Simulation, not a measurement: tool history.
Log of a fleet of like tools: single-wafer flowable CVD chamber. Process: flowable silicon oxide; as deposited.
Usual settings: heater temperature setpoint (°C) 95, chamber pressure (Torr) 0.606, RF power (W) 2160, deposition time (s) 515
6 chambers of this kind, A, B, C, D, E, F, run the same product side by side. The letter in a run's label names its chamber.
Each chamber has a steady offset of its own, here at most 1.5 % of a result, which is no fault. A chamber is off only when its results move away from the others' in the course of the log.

| run | hour | heater temperature setpoint (°C) | chamber pressure (Torr) | RF power (W) | deposition time (s) | hours since the last thermocouple change | hours since the last RF generator calibration | hours since the last manometer calibration | read-back reference wafer on the same gauge, thickness_nm | mean film thickness on the monitor wafer (nm) |
|---|---|---|---|---|---|---|---|---|---|---|
| 1D | 7.8 | 95 | 0.606 | 2160 | 515 | 1005.3 | 271.4 | 1066.2 | 268.02 | 259.93 |
| 2E | 13 | 95 | 0.606 | 2160 | 515 | 987.2 | 756 | 312.5 | 267.95 | 255.79 |
| 3B | 20 | 95 | 0.606 | 2160 | 515 | 1289.4 | 1245.8 | 1280.9 | 267.91 | 259.07 |
| 4C | 24.3 | 95 | 0.606 | 2160 | 515 | 333 | 1503.6 | 87.3 | 268.01 | 257.26 |
| 5F | 32.5 | 95 | 0.606 | 2160 | 515 | 1466.3 | 305.7 | 1122.9 | 267.88 | 254.57 |
| 6A | 39.2 | 95 | 0.606 | 2160 | 515 | 2401.4 | 1876 | 536.3 | 267.94 | 257.9 |
| 7C | 44.7 | 95 | 0.606 | 2160 | 515 | 353.4 | 1524 | 107.7 | 268.07 | 258.28 |
| 8B | 49.6 | 95 | 0.606 | 2160 | 515 | 1319 | 1275.4 | 1310.5 | 267.95 | 259.3 |
| 9E | 57.1 | 95 | 0.606 | 2160 | 564 | 1031.3 | 800.1 | 356.6 | 268.03 | 279.72 |
| 10D | 61.9 | 95 | 0.606 | 2160 | 564 | 1059.4 | 325.5 | 1120.3 | 268.03 | 283.66 |
| 11A | 69.6 | 95 | 0.606 | 2160 | 564 | 2431.8 | 1906.4 | 566.7 | 267.98 | 283.38 |
| 12F | 73.5 | 95 | 0.606 | 2160 | 564 | 1507.3 | 346.7 | 1163.9 | 268.07 | 280.16 |
| 13A | 81.9 | 95 | 0.606 | 2160 | 564 | 2444.1 | 1918.7 | 579 | 268.04 | 283.24 |
| 14C | 85.8 | 95 | 0.606 | 2160 | 564 | 394.5 | 1565.1 | 148.8 | 268.05 | 281.91 |
| 15D | 93.3 | 95 | 0.606 | 2160 | 515 | 1090.8 | 356.9 | 1151.7 | 267.97 | 259.16 |
| 16F | 101.2 | 95 | 0.606 | 2160 | 515 | 1535 | 374.4 | 1191.6 | 268.11 | 254.22 |
| 17B | 106.8 | 95 | 0.606 | 2160 | 515 | 1376.2 | 1332.6 | 1367.7 | 268.18 | 258.83 |
| 18E | 113.5 | 95 | 0.606 | 2160 | 515 | 1087.7 | 856.5 | 413 | 268.02 | 254.69 |
| 19A | 120.8 | 95 | 0.555 | 2445 | 515 | 2483 | 1957.6 | 617.9 | 267.94 | 232.6 |
| 20C | 125.9 | 95 | 0.555 | 2445 | 515 | 434.6 | 1605.2 | 188.9 | 268.01 | 232.36 |
| 21B | 130.9 | 95 | 0.555 | 2445 | 515 | 1400.3 | 1356.7 | 1391.8 | 268.08 | 233.41 |
| 22E | 136.7 | 95 | 0.555 | 2445 | 515 | 1110.9 | 879.7 | 436.2 | 268.05 | 228.42 |
| 23D | 141.6 | 95 | 0.555 | 2445 | 515 | 1139.1 | 405.2 | 1200 | 268.02 | 232.55 |
| 24F | 146.6 | 95 | 0.555 | 2445 | 515 | 1580.4 | 419.8 | 1237 | 267.93 | 229.31 |
|  | 151.9 | chamber C: RF generator calibrated |
| 25C | 154.3 | 95 | 0.606 | 2160 | 515 | 463 | 2.5 | 217.3 | 268.09 | 257.55 |
| 26B | 162.8 | 95 | 0.606 | 2160 | 515 | 1432.2 | 1388.6 | 1423.7 | 268.02 | 258.55 |
| 27E | 171.4 | 95 | 0.606 | 2160 | 515 | 1145.6 | 914.4 | 470.9 | 268.11 | 251.82 |
| 28D | 177.5 | 95 | 0.606 | 2160 | 515 | 1175 | 441.1 | 1235.9 | 267.94 | 260.21 |
| 29F | 183.3 | 95 | 0.606 | 2160 | 515 | 1617.1 | 456.5 | 1273.7 | 268.19 | 255.69 |
| 30A | 189.4 | 90 | 0.518 | 2160 | 515 | 2551.6 | 2026.2 | 686.5 | 267.93 | 243.04 |
| 31E | 197.5 | 90 | 0.518 | 2160 | 515 | 1171.7 | 940.5 | 497 | 268.04 | 237.93 |
|  | 202.9 | chamber A: RF generator calibrated |
| 32A | 203.6 | 90 | 0.518 | 2160 | 515 | 2565.8 | 0.8 | 700.7 | 268.03 | 243.01 |
| 33F | 211.9 | 90 | 0.518 | 2160 | 515 | 1645.7 | 485.1 | 1302.3 | 268.08 | 241.74 |
| 34D | 216 | 90 | 0.518 | 2160 | 515 | 1213.5 | 479.6 | 1274.4 | 268.04 | 245.28 |
| 35C | 221.1 | 90 | 0.518 | 2160 | 515 | 529.8 | 69.3 | 284.1 | 267.95 | 245.63 |
| 36B | 228.7 | 95 | 0.606 | 2160 | 515 | 1498.1 | 1454.5 | 1489.6 | 268 | 259.01 |
| 37E | 234.1 | 95 | 0.606 | 2160 | 515 | 1208.3 | 977.1 | 533.6 | 268 | 249.44 |
| 38C | 239.7 | 95 | 0.606 | 2160 | 515 | 548.4 | 87.9 | 302.7 | 268.09 | 257.71 |
| 39B | 244.3 | 95 | 0.606 | 2160 | 515 | 1513.7 | 1470.1 | 1505.2 | 267.95 | 258.04 |
| 40A | 249.1 | 95 | 0.606 | 2160 | 515 | 2611.3 | 46.3 | 746.2 | 267.98 | 258.36 |
| 41F | 257.1 | 95 | 0.606 | 2160 | 515 | 1690.9 | 530.3 | 1347.5 | 267.93 | 254.21 |
| 42D | 262.6 | 95 | 0.606 | 2160 | 515 | 1260.1 | 526.2 | 1321 | 267.99 | 259.04 |

What goes on in this fleet: one chamber off, a drifting gauge, or nothing beyond the chambers' own small offsets? Name the chamber and the cause, if any.

Chamber E drifts away from the others.
Cause: true pressure below the setpoint (%) = 2.06.
The log may not tell that from: wafer temperature above the value expected at the setpoint (K).

Here are 4 candidates for chamber E's next run, each the usual settings with a change, their results left as question marks. Which one brings its results back in line with what the others give on the usual settings?
In line means no further than this from the other chambers' mean on the usual settings: mean film thickness on the monitor wafer (nm) 2.1
| 43E-1 | 268.9 | 95 | 0.598 | 2160 | 515 |  |  |  |  | ? |
| 43E-2 | 268.9 | 95 | 0.614 | 2160 | 515 |  |  |  |  | ? |
| 43E-3 | 268.9 | 95 | 0.59 | 2160 | 515 |  |  |  |  | ? |
| 43E-4 | 268.9 | 95 | 0.606 | 2765 | 515 |  |  |  |  | ? |

The other chambers' mean on the usual settings: mean film thickness on the monitor wafer (nm) 257.79
| run | mean film thickness on the monitor wafer (nm) |
|---|---|
| 43E-1 | 243.76 |
| 43E-2 | 253 |
| 43E-3 | 239.18 |
| 43E-4 | 256.99 |
43E-4 brings the chamber back in line.
